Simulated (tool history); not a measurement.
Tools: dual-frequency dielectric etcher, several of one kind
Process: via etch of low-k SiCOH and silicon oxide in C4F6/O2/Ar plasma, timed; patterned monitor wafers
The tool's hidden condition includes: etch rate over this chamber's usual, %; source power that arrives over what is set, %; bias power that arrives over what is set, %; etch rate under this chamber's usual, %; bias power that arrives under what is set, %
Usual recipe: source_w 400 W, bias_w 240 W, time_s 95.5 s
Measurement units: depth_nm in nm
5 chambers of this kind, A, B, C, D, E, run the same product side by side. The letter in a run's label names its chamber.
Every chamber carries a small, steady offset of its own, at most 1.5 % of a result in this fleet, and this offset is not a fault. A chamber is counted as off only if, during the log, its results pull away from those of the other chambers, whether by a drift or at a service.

run,day,source_w,bias_w,time_s,hours since the last wet clean,hours since the last source power generator calibration,hours since the last bias power generator calibration,"read-back reference wafer on the same gauge, depth_nm",depth_nm
1C,0.396,400,240,95.5,318.3,1218.5,209.3,257.02,290.8
2E,0.717,400,240,95.5,44.5,1460.6,961.3,256.84,295.79
3D,1.271,400,240,95.5,316.7,988.9,69.3,257.08,293.15
4A,1.762,400,240,95.5,202.3,3419.2,1849.3,257.07,298.06
5B,2.108,400,240,95.5,283.4,1738,61.4,257.12,292.85
6A,2.667,400,240,75,224,3440.9,1871,256.96,233.52
7C,3.192,400,240,75,385.4,1285.6,276.4,257.06,228.31
8D,3.779,400,240,75,376.9,1049.1,129.5,257.08,229.68
9B,4.088,400,240,75,330.9,1785.5,108.9,256.93,229.33
10E,4.65,400,240,75,138.9,1555,1055.7,256.95,231.43
11C,5.175,400,240,95.5,433,1333.2,324,257.18,290.4
12E,5.55,400,240,95.5,160.5,1576.6,1077.3,257.07,294.16
13B,5.929,400,240,95.5,375.1,1829.7,153.1,256.85,292.56
14A,6.288,330,240,95.5,310.9,3527.8,1957.9,256.91,276.74
15D,6.729,330,240,95.5,447.7,1119.9,200.3,257.22,273.08
# day 6.858: chamber C: wet clean of the chamber
16C,7.058,330,240,95.5,4.9,1378.4,369.2,256.94,269.99
17B,7.6,330,240,95.5,415.2,1869.8,193.2,256.92,272.01
18E,8.192,330,240,95.5,223.9,1640,1140.7,257.01,273.14
# day 8.358: chamber A: wet clean of the chamber
19D,8.779,400,240,95.5,496.9,1169.1,249.5,257.02,292.4
20A,9.238,400,240,95.5,21.2,3598.6,2028.7,257.11,298.11
# day 9.392: chamber D: wet clean of the chamber
# day 9.396: chamber A: bias power generator calibrated
21A,9.512,400,240,95.5,27.8,3605.2,2.9,257.15,297.65
22C,10.108,400,240,95.5,78.1,1451.6,442.4,256.73,291.02
23D,10.479,400,240,95.5,26.1,1209.9,290.3,257.01,303.76
24B,11.038,400,240,95.5,497.7,1952.3,275.7,257.17,291.21
25E,11.304,400,240,95.5,298.6,1714.7,1215.4,257.18,295.37
26A,11.754,400,207,120.5,81.6,3659,56.7,257.08,356.88
27E,12.017,400,207,120.5,315.7,1731.8,1232.5,256.92,353.49
28D,12.567,400,207,120.5,76.2,1260,340.4,256.85,363.9
29C,13.042,400,207,120.5,148.5,1522,512.8,257.05,349.67
30B,13.45,400,207,120.5,555.6,2010.2,333.6,256.99,350.63
# day 13.712: chamber E: wet clean of the chamber
31E,14.025,400,240,95.5,7.5,1780,1280.7,256.82,293.07
32A,14.558,400,240,95.5,148.9,3726.3,124,257.06,298.02

The same settings go to every chamber for the next run, one line per chamber below. Forecast the results for each:
33A,14.988,400,240,85.5,,,,,?
33B,14.988,400,240,85.5,,,,,?
33C,14.988,400,240,85.5,,,,,?
33D,14.988,400,240,85.5,,,,,?
33E,14.988,400,240,85.5,,,,,?

run,depth_nm
33A,266.44
33B,262.09
33C,260.17
33D,271.77
33E,264.17
